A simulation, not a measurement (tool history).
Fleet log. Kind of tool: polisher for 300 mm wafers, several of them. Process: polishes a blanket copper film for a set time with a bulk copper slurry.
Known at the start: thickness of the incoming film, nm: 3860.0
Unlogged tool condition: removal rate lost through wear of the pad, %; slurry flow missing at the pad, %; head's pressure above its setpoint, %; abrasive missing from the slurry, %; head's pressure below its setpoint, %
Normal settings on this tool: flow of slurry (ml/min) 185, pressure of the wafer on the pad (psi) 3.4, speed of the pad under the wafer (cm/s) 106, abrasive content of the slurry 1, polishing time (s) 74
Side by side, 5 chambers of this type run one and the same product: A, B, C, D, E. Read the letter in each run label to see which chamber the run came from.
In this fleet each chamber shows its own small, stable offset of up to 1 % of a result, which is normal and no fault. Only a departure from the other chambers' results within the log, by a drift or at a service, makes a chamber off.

run,hour,flow of slurry (ml/min),pressure of the wafer on the pad (psi),speed of the pad under the wafer (cm/s),abrasive content of the slurry,polishing time (s),wafers polished on this pad,hours since the slurry nozzle was cleaned,hours since the head pressure was calibrated,hours since the slurry blender was calibrated,film removed (Å)
1E,7.1,185,3.4,106,1,74,1304,322.4,60.2,37.4,8802.9
# hour 8.1: chamber A: slurry blender recalibrated
# hour 11.6: chamber E: slurry nozzle cleaned
# hour 13.2: chamber E: worn pad replaced by a new one
2A,19,185,3.4,106,1,74,392,131.6,178.5,11,8716.5
# hour 20.9: chamber C: worn pad replaced by a new one
3B,28.4,185,3.4,106,1,74,298,171.8,815.1,352.3,8829.5
4C,41.8,185,3.4,106,1,74,195,140.8,575.2,45.5,8650.3
5D,53,185,3.4,106,1,74,966,101.5,217.5,58.7,8814.5
# hour 53.8: chamber A: worn pad replaced by a new one
6B,61.5,185,3.4,106,1,74,606,204.9,848.2,385.4,8882
# hour 70.8: chamber B: slurry blender recalibrated
7D,73.4,185,3.4,106,1,74,1156,121.9,237.9,79.1,8669.8
# hour 78.3: chamber A: slurry nozzle cleaned
# hour 79.6: chamber B: worn pad replaced by a new one
8E,84.5,185,3.4,106,1,74,665,72.9,137.6,114.8,8704.8
9A,94.4,185,3.4,106,1,74,379,16.2,253.9,86.4,8696.2
10C,101.2,185,3.4,80,1,74,749,200.2,634.6,104.9,6655.8
# hour 101.8: chamber C: worn pad replaced by a new one
# hour 110.5: chamber A: slurry blender recalibrated
11E,114.6,185,3.4,80,1,74,945,103,167.7,144.9,6612.2
# hour 121.4: chamber D: slurry blender recalibrated
12C,125.5,185,3.4,80,1,74,221,224.5,658.9,129.2,6651.8
# hour 137.1: chamber A: worn pad replaced by a new one
13A,138.1,185,3.4,80,1,74,9,59.9,297.6,27.6,6585.4
# hour 140: chamber E: slurry blender recalibrated
# hour 144.1: chamber C: slurry blender recalibrated
# hour 147.3: chamber E: worn pad replaced by a new one
14D,150.7,185,3.4,80,1,74,1877,199.2,315.2,29.3,6623.5
# hour 163.5: chamber B: worn pad replaced by a new one
15B,164.2,185,3.4,106,1,74,7,307.6,950.9,93.5,8920.8
16A,175.9,185,3.4,106,1,74,361,97.7,335.4,65.4,8675.1
17C,183.9,185,3.4,106,1,74,765,282.9,717.3,39.9,8779
18E,190.8,185,3.4,106,1,74,406,179.2,243.9,50.8,8754.5
19B,196.9,185,3.4,106,1,74,311,340.3,983.6,126.2,8814
# hour 198.2: chamber C: worn pad replaced by a new one
# hour 200.7: chamber C: slurry nozzle cleaned
20D,205.9,185,3.4,106,1,74,2391,254.4,370.4,84.5,8730.6
# hour 210.4: chamber A: worn pad replaced by a new one
21E,218,185,3.4,106,1,74,659,206.4,271.1,78,8776
22B,229.7,130,3.4,106,1.25,74,617,373.1,1016.4,159,8742
# hour 229.8: chamber A: slurry blender recalibrated
23A,241.9,130,3.4,106,1.25,74,294,163.7,401.4,12.1,8659.1
# hour 245.8: chamber D: slurry blender recalibrated
# hour 249.1: chamber B: worn pad replaced by a new one
24C,249.7,130,3.4,106,1.25,74,480,49.1,783.1,105.7,8730
25D,257.8,130,3.4,106,1.25,74,2875,306.3,422.3,12,8354
# hour 258.5: chamber B: slurry nozzle cleaned
# hour 264.1: chamber E: worn pad replaced by a new one
# hour 270.3: chamber A: slurry nozzle cleaned
26C,270.9,130,3.4,106,1.25,74,678,70.3,804.3,126.9,8633.3
# hour 281.3: chamber C: slurry blender recalibrated
27A,284.6,185,3.4,106,1,74,692,14.3,444.1,54.8,8799.3
# hour 284.9: chamber C: worn pad replaced by a new one
# hour 291.6: chamber C: head pressure recalibrated
28D,296.9,185,3.4,106,1,74,3240,345.4,461.4,51.1,8545.4
# hour 303.1: chamber A: worn pad replaced by a new one
29E,309.5,185,3.4,106,1,74,424,297.9,362.6,169.5,8849.3
30B,320,185,3.4,106,1,84,661,61.5,1106.7,249.3,10007
# hour 320.3: chamber E: slurry blender recalibrated
31C,328.9,185,3.4,106,1,84,411,128.3,37.4,47.6,9988.1
# hour 334.7: chamber B: worn pad replaced by a new one
32E,342.8,185,3.4,106,1,84,734,331.2,395.9,22.6,9855.4
33D,352,185,3.4,106,1,84,3754,400.5,516.5,106.2,9471
# hour 352.1: chamber A: slurry blender recalibrated
34B,362.4,185,3.4,106,1,84,258,103.9,1149.1,291.7,10104
# hour 366.5: chamber C: worn pad replaced by a new one
# hour 368.2: chamber E: slurry nozzle cleaned
35A,372.9,185,3.4,106,1,74,651,102.6,532.4,20.8,8696.8
36E,383.8,185,3.4,106,1,74,1116,15.7,436.9,63.6,8833.1
# hour 384.1: chamber A: worn pad replaced by a new one
# hour 384.3: chamber D: slurry blender recalibrated
# hour 391.6: chamber D: head pressure recalibrated
37A,395.3,185,3.4,106,1,74,105,125,554.8,43.2,8759.3
# hour 399.4: chamber C: slurry blender recalibrated
38C,403.2,185,3.4,106,1,74,343,202.6,111.7,3.9,8682.5
# hour 411.2: chamber B: worn pad replaced by a new one
39D,415.1,185,3.4,106,1,74,4342,463.6,23.6,30.8,8163.5
40B,427.3,185,3.4,106,1,74,150,168.8,1214,356.6,8834.3

Decide between three cases: one chamber stands off from its peers, the gauge reading all wafers drifts, or nothing is wrong past each chamber's small offset. Where a chamber is off, say which and what most likely put it there.

It is chamber D that slowly wanders off from its peers.
Likeliest cause: removal rate lost through wear of the pad, % = 7.41.
The log may not separate it from: slurry flow missing at the pad, %.

Below are 4 candidate recipes for chamber D's next run, each the usual settings with a change, their results shown as question marks. Which of them brings D's results back in line with what the other chambers give on the usual settings?
In-line tolerance around the mean of the other chambers on the usual settings: film removed (Å) 300
41D-1,437.3,185,3.5,106,1,77,,,,,?
41D-2,437.3,185,3.3,106,1,71,,,,,?
41D-3,437.3,185,3.6,110,1,77,,,,,?
41D-4,437.3,185,3.2,102,1,71,,,,,?

On the usual settings, the other chambers give on average: film removed (Å) 8764.4
run,film removed (Å)
41D-1,8710.9
41D-2,7575.4
41D-3,9292.6
41D-4,7073.1
Change 41D-1 lands the chamber within the allowed miss of the other chambers.
